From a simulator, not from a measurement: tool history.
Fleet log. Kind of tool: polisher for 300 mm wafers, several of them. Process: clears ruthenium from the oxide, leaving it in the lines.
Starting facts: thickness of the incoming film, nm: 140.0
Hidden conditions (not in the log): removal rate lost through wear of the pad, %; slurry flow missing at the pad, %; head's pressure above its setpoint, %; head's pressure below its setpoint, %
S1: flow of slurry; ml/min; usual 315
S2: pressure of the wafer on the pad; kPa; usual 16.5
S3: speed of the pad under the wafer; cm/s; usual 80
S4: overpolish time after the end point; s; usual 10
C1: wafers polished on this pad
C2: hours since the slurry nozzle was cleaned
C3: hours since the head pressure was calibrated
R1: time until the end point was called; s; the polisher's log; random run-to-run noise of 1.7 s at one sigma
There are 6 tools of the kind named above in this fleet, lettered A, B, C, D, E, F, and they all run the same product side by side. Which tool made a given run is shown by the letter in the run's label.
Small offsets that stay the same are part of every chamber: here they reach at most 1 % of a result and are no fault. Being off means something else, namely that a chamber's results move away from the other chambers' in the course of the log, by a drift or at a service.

run,day,S1,S2,S3,S4,C1,C2,C3,R1
1D,0.392,315,16.5,80,10,619,424.4,315.8,130.55
2E,0.6,315,16.5,80,10,583,47,499.8,131.46
3A,0.888,315,16.5,80,10,211,457.5,640.2,134.06
# day 1.246: chamber D: worn pad replaced by a new one
4C,1.288,315,16.5,80,10,1364,375.6,539.8,128.69
5B,1.5,315,16.5,80,10,748,337.8,749.2,128.72
6F,1.892,315,16.5,80,10,1170,331.6,509.8,132.92
# day 2.05: chamber F: worn pad replaced by a new one
# day 2.071: chamber C: worn pad replaced by a new one
7C,2.217,315,16.5,80,10,34,397.9,562.1,128.74
# day 2.529: chamber E: worn pad replaced by a new one
8E,2.625,315,16.5,80,10,23,95.6,548.4,128.29
# day 2.725: chamber B: slurry nozzle cleaned
# day 2.9: chamber B: worn pad replaced by a new one
9B,2.925,420,16.5,80,10,6,4.9,783.4,125.93
10A,3.338,420,16.5,80,10,782,516.3,699,129.57
11D,3.625,420,16.5,80,10,555,502,393.4,125.6
# day 3.754: chamber A: worn pad replaced by a new one
12F,3.983,420,16.5,80,10,451,381.8,560,129.09
13B,4.304,420,16.5,80,10,327,38,816.5,127.89
14C,4.65,420,16.5,80,10,601,456.3,620.5,125.94
# day 4.988: chamber F: head pressure recalibrated
15E,5.012,315,16.5,80,10,579,152.9,605.7,128.82
# day 5.183: chamber D: worn pad replaced by a new one
16A,5.267,315,16.5,80,5,352,562.6,745.3,129.82
17F,5.579,315,16.5,80,5,822,420.1,14.2,133.92
18D,5.95,315,16.5,80,5,179,557.8,449.2,134.42
19D,6.354,315,16.5,80,5,273,567.5,458.9,136.78
# day 6.454: chamber D: slurry nozzle cleaned
20B,6.662,315,16.5,80,5,877,94.6,873.1,126.69
21C,6.946,315,16.5,80,5,1136,511.4,675.6,130.97
# day 7.042: chamber A: worn pad replaced by a new one
# day 7.067: chamber F: worn pad replaced by a new one
22A,7.208,315,16.5,80,10,38,609.2,791.9,131.7
# day 7.258: chamber C: worn pad replaced by a new one
23F,7.479,315,16.5,80,10,96,465.7,59.8,130.38
# day 7.738: chamber B: worn pad replaced by a new one
24E,7.829,315,16.5,80,10,1235,220.5,673.3,128
# day 7.975: chamber E: worn pad replaced by a new one
25B,8.204,315,16.5,80,10,109,131.6,910.1,128.01
26C,8.604,315,16.5,80,10,313,551.2,715.4,128.89
# day 8.671: chamber D: worn pad replaced by a new one
27F,8.962,315,16.5,80,10,441,501.3,95.4,133.06
28E,9.183,315,16.5,80,10,282,253,705.8,132.66
29A,9.567,315,16.5,80,10,588,665.8,848.5,130.24
30D,9.879,315,16.5,58,12,281,82.2,543.5,186.35
31A,10.092,315,16.5,58,12,710,678.4,861.1,181.85
32C,10.275,315,16.5,58,12,703,591.3,755.5,175.22
# day 10.558: chamber A: worn pad replaced by a new one
33D,10.688,315,16.5,58,12,470,101.6,562.9,191.24
34B,11.046,315,16.5,58,12,771,199.8,978.3,174.52
35F,11.308,315,16.5,58,12,988,557.6,151.7,180.13
# day 11.608: chamber B: worn pad replaced by a new one
36E,11.671,315,16.5,80,10,861,312.7,765.5,129.44
37A,11.904,315,16.5,80,10,314,721.9,904.6,133.74
# day 12.196: chamber D: worn pad replaced by a new one
38B,12.271,315,16.5,80,10,154,229.2,1007.7,127.65
# day 12.375: chamber E: worn pad replaced by a new one
39E,12.529,315,16.5,80,10,36,333.3,786.1,129.21
40D,12.783,315,16.5,80,10,136,151.9,613.2,140.36
41C,13.075,390,16.5,80,10,1355,658.5,822.7,124.41

Is one chamber out of step, is the gauge drifting, or do the chambers differ by no more than their own small offsets? For an off chamber, give its letter and the likeliest cause.

It is chamber D that slowly wanders off from its peers.
Likeliest cause: head's pressure below its setpoint, % = 7.98.

Below are 4 candidate recipes for chamber D's next run, each the usual settings with a change, their results shown as question marks. Which of them brings D's results back in line with what the other chambers give on the usual settings?
To be in line, a result may differ from the other chambers' mean on the usual settings by at most: R1 5.9 s
42D-1,13.379,315,15.2,74,10,,,,?
42D-2,13.379,315,17.9,86,10,,,,?
42D-3,13.379,315,17.2,84,10,,,,?
42D-4,13.379,315,16.5,74,10,,,,?

On the usual settings, the other chambers give on average: R1 130.22 s
run,R1
42D-1,164.43
42D-2,120.29
42D-3,127.97
42D-4,150.94
The answer is 42D-3, which returns the chamber to within the allowed miss of the others.
